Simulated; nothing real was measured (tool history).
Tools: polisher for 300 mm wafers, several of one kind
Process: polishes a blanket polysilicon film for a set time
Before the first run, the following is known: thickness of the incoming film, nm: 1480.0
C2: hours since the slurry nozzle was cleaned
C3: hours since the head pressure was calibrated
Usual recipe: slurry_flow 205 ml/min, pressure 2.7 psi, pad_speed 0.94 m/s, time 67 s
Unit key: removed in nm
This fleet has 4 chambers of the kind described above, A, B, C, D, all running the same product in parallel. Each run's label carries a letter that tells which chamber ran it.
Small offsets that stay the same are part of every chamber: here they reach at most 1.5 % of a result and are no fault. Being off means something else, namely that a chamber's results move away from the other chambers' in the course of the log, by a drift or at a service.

{"day": 0.121, "done": "chamber B: worn pad replaced by a new one"}
{"run": "1A", "day": 0.204, "slurry_flow": 205, "pressure": 2.7, "pad_speed": 0.94, "time": 67, "wafers polished on this pad": 380, "C2": 656.2, "C3": 772, "removed": 494.83}
{"run": "2D", "day": 0.346, "slurry_flow": 205, "pressure": 2.7, "pad_speed": 0.94, "time": 67, "wafers polished on this pad": 898, "C2": 504.7, "C3": 1266.5, "removed": 503.92}
{"run": "3C", "day": 0.517, "slurry_flow": 205, "pressure": 2.7, "pad_speed": 0.94, "time": 67, "wafers polished on this pad": 464, "C2": 609.6, "C3": 222.9, "removed": 508.29}
{"run": "4B", "day": 0.658, "slurry_flow": 205, "pressure": 2.7, "pad_speed": 0.94, "time": 67, "wafers polished on this pad": 75, "C2": 646, "C3": 342.8, "removed": 502.71}
{"run": "5D", "day": 0.8, "slurry_flow": 205, "pressure": 2.7, "pad_speed": 0.94, "time": 67, "wafers polished on this pad": 962, "C2": 515.6, "C3": 1277.4, "removed": 496.4}
{"run": "6C", "day": 0.925, "slurry_flow": 205, "pressure": 2.7, "pad_speed": 0.94, "time": 67, "wafers polished on this pad": 521, "C2": 619.4, "C3": 232.7, "removed": 500.36}
{"run": "7A", "day": 1.125, "slurry_flow": 205, "pressure": 2.7, "pad_speed": 0.94, "time": 67, "wafers polished on this pad": 510, "C2": 678.3, "C3": 794.1, "removed": 493.18}
{"run": "8B", "day": 1.296, "slurry_flow": 205, "pressure": 2.7, "pad_speed": 0.94, "time": 67, "wafers polished on this pad": 165, "C2": 661.3, "C3": 358.1, "removed": 500.63}
{"day": 1.35, "done": "chamber C: worn pad replaced by a new one"}
{"day": 1.408, "done": "chamber D: worn pad replaced by a new one"}
{"run": "9D", "day": 1.512, "slurry_flow": 205, "pressure": 2.7, "pad_speed": 0.94, "time": 67, "wafers polished on this pad": 14, "C2": 532.7, "C3": 1294.5, "removed": 488.79}
{"run": "10B", "day": 1.671, "slurry_flow": 205, "pressure": 2.7, "pad_speed": 0.94, "time": 67, "wafers polished on this pad": 218, "C2": 670.3, "C3": 367.1, "removed": 499.67}
{"run": "11A", "day": 1.871, "slurry_flow": 175, "pressure": 2.7, "pad_speed": 0.78, "time": 67, "wafers polished on this pad": 615, "C2": 696.2, "C3": 812, "removed": 402.82}
{"run": "12C", "day": 1.979, "slurry_flow": 175, "pressure": 2.7, "pad_speed": 0.78, "time": 67, "wafers polished on this pad": 88, "C2": 644.7, "C3": 258, "removed": 406.5}
{"run": "13D", "day": 2.108, "slurry_flow": 175, "pressure": 2.7, "pad_speed": 0.78, "time": 67, "wafers polished on this pad": 98, "C2": 547, "C3": 1308.8, "removed": 397.77}
{"day": 2.112, "done": "chamber D: head pressure recalibrated"}
{"run": "14A", "day": 2.296, "slurry_flow": 175, "pressure": 2.7, "pad_speed": 0.78, "time": 67, "wafers polished on this pad": 675, "C2": 706.4, "C3": 822.2, "removed": 405.16}
{"run": "15C", "day": 2.442, "slurry_flow": 205, "pressure": 2.7, "pad_speed": 0.94, "time": 67, "wafers polished on this pad": 153, "C2": 655.8, "C3": 269.1, "removed": 497.21}
{"run": "16B", "day": 2.542, "slurry_flow": 205, "pressure": 2.7, "pad_speed": 0.94, "time": 67, "wafers polished on this pad": 341, "C2": 691.2, "C3": 388, "removed": 497.95}
{"run": "17C", "day": 2.75, "slurry_flow": 205, "pressure": 2.7, "pad_speed": 0.94, "time": 67, "wafers polished on this pad": 197, "C2": 663.2, "C3": 276.5, "removed": 508.07}
{"run": "18B", "day": 2.975, "slurry_flow": 205, "pressure": 2.7, "pad_speed": 0.94, "time": 67, "wafers polished on this pad": 402, "C2": 701.6, "C3": 398.4, "removed": 494.94}
{"day": 3.146, "done": "chamber B: head pressure recalibrated"}
{"run": "19A", "day": 3.175, "slurry_flow": 205, "pressure": 2.7, "pad_speed": 0.94, "time": 67, "wafers polished on this pad": 799, "C2": 727.5, "C3": 843.3, "removed": 498.88}
{"run": "20D", "day": 3.354, "slurry_flow": 205, "pressure": 2.7, "pad_speed": 0.94, "time": 67, "wafers polished on this pad": 274, "C2": 576.9, "C3": 29.9, "removed": 545.41}
{"run": "21B", "day": 3.492, "slurry_flow": 205, "pressure": 2.7, "pad_speed": 0.94, "time": 67, "wafers polished on this pad": 475, "C2": 714, "C3": 8.3, "removed": 494.97}
{"run": "22D", "day": 3.617, "slurry_flow": 205, "pressure": 2.7, "pad_speed": 0.94, "time": 67, "wafers polished on this pad": 311, "C2": 583.2, "C3": 36.2, "removed": 549.27}
{"run": "23A", "day": 3.754, "slurry_flow": 205, "pressure": 3, "pad_speed": 0.94, "time": 50, "wafers polished on this pad": 880, "C2": 741.4, "C3": 857.2, "removed": 414.64}
{"run": "24C", "day": 3.979, "slurry_flow": 205, "pressure": 3, "pad_speed": 0.94, "time": 50, "wafers polished on this pad": 370, "C2": 692.7, "C3": 306, "removed": 419.78}
{"run": "25A", "day": 4.167, "slurry_flow": 205, "pressure": 3, "pad_speed": 0.94, "time": 50, "wafers polished on this pad": 938, "C2": 751.3, "C3": 867.1, "removed": 413.88}
{"run": "26D", "day": 4.346, "slurry_flow": 205, "pressure": 3, "pad_speed": 0.94, "time": 50, "wafers polished on this pad": 413, "C2": 600.7, "C3": 53.7, "removed": 452.61}
{"run": "27C", "day": 4.488, "slurry_flow": 205, "pressure": 2.7, "pad_speed": 0.94, "time": 67, "wafers polished on this pad": 442, "C2": 704.9, "C3": 318.2, "removed": 508.47}

Predict what each chamber gives when all 4 of them run the settings below next.
{"run": "28A", "day": 4.65, "slurry_flow": 205, "pressure": 2.7, "pad_speed": 0.94, "time": 67, "removed": "?"}
{"run": "28B", "day": 4.65, "slurry_flow": 205, "pressure": 2.7, "pad_speed": 0.94, "time": 67, "removed": "?"}
{"run": "28C", "day": 4.65, "slurry_flow": 205, "pressure": 2.7, "pad_speed": 0.94, "time": 67, "removed": "?"}
{"run": "28D", "day": 4.65, "slurry_flow": 205, "pressure": 2.7, "pad_speed": 0.94, "time": 67, "removed": "?"}

run=28A removed=498.75
run=28B removed=494.29
run=28C removed=504.18
run=28D removed=541.58

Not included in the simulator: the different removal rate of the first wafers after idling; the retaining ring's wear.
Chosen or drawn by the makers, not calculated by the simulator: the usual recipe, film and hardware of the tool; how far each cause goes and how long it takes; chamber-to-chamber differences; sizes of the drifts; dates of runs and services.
